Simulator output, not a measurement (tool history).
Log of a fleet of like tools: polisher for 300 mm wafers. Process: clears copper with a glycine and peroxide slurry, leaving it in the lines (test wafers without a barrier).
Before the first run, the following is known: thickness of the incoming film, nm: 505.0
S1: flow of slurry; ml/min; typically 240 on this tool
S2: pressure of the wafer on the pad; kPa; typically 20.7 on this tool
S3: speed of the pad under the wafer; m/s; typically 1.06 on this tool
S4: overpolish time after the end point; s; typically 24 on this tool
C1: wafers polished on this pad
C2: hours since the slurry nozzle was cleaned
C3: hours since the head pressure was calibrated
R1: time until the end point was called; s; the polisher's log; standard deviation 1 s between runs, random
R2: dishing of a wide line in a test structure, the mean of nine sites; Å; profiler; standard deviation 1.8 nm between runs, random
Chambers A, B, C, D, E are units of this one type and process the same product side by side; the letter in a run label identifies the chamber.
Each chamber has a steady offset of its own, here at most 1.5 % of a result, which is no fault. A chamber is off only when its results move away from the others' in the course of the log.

run	day	S1	S2	S3	S4	C1	C2	C3	R1	R2
1E	0.208	240	20.7	1.06	24	821	795.1	151.7	94.449	722.17
2A	0.525	240	20.7	1.06	24	459	150.2	974.1	92.693	731.03
3C	0.888	240	20.7	1.06	24	998	304.8	303.1	94.05	760.06
# day 0.917: chamber B: worn pad replaced by a new one
# day 1.158: chamber D: worn pad replaced by a new one
# day 1.238: chamber C: worn pad replaced by a new one
4B	1.242	240	20.7	1.06	24	74	344.6	272.9	94.404	713.16
5D	1.517	240	20.7	1.06	24	82	124.9	262.5	93.495	730.26
6C	1.729	240	20.7	1.06	24	111	325	323.3	94.427	735.52
7A	1.917	240	20.7	1.06	24	775	183.6	1007.5	93.989	686.57
# day 2.283: chamber A: worn pad replaced by a new one
8D	2.304	240	20.7	1.06	24	260	143.8	281.4	93.024	729.4
9E	2.512	240	20.7	1.06	24	1343	850.4	207	93.146	725.99
10B	2.708	240	20.7	1.06	24	406	379.8	308.1	91.725	729.72
# day 2.758: chamber E: slurry nozzle cleaned
# day 2.846: chamber C: slurry nozzle cleaned
11C	2.988	240	20.7	1.06	24	396	3.5	353.5	95.078	767.01
12A	3.204	240	20.7	1.06	24	208	214.5	1038.4	90.648	755.63
13D	3.542	240	20.7	1.06	24	540	173.5	311.1	92.976	770.27
14E	3.838	240	20.7	1.06	24	1643	25.9	238.8	96.34	732.45
# day 4.088: chamber B: worn pad replaced by a new one
15B	4.204	240	20.7	1.06	24	26	415.7	344	92.568	705.63
16E	4.471	240	20.7	1.06	24	1787	41.1	254	97.666	714.22
17B	4.821	205	20.7	1.06	24	166	430.5	358.8	94.976	707.54
18D	5.133	205	20.7	1.06	24	901	211.7	349.3	94.733	748.58
# day 5.45: chamber C: worn pad replaced by a new one
19C	5.45	205	20.7	1.06	24	0	62.6	412.6	96.23	734.39
# day 5.462: chamber A: head pressure recalibrated
20A	5.825	205	20.7	1.06	24	802	277.4	8.7	95.556	739.34
21A	6.129	205	20.7	1.06	24	871	284.7	16	95.248	719.2
# day 6.242: chamber A: worn pad replaced by a new one
22B	6.379	240	20.7	1.06	24	519	467.9	396.2	92.318	731.29
23C	6.571	240	20.7	1.06	24	254	89.5	439.5	94.408	759.36
24D	6.883	240	24.1	0.74	24	1297	253.7	391.3	111.17	698.03
# day 6.946: chamber B: worn pad replaced by a new one
# day 7.083: chamber D: slurry nozzle cleaned
25E	7.233	240	24.1	0.74	24	2413	107.4	320.3	119.86	608.75
# day 7.558: chamber D: worn pad replaced by a new one
26B	7.604	240	24.1	0.74	24	149	497.3	425.6	109.45	690.29
27D	7.792	240	24.1	0.74	24	53	17.1	413.1	110.01	702.77
28C	8.033	240	24.1	0.74	24	585	124.6	474.6	113.52	669.22
29E	8.225	240	20.7	1.06	24	2638	131.2	344.1	104.73	676.39
30A	8.408	240	20.7	1.06	24	491	339.4	70.7	93.504	752.27
31B	8.7	240	20.7	1.06	24	397	523.6	451.9	92.06	763.6

Predict what each chamber gives when all 5 of them run the settings below next.
32A	8.979	240	20.7	1.06	24				?	?
32B	8.979	240	20.7	1.06	24				?	?
32C	8.979	240	20.7	1.06	24				?	?
32D	8.979	240	20.7	1.06	24				?	?
32E	8.979	240	20.7	1.06	24				?	?

run	R1	R2
32A	92.094	755.69
32B	93.375	730.09
32C	93.607	745.94
32D	93.344	749.77
32E	107.18	631.17
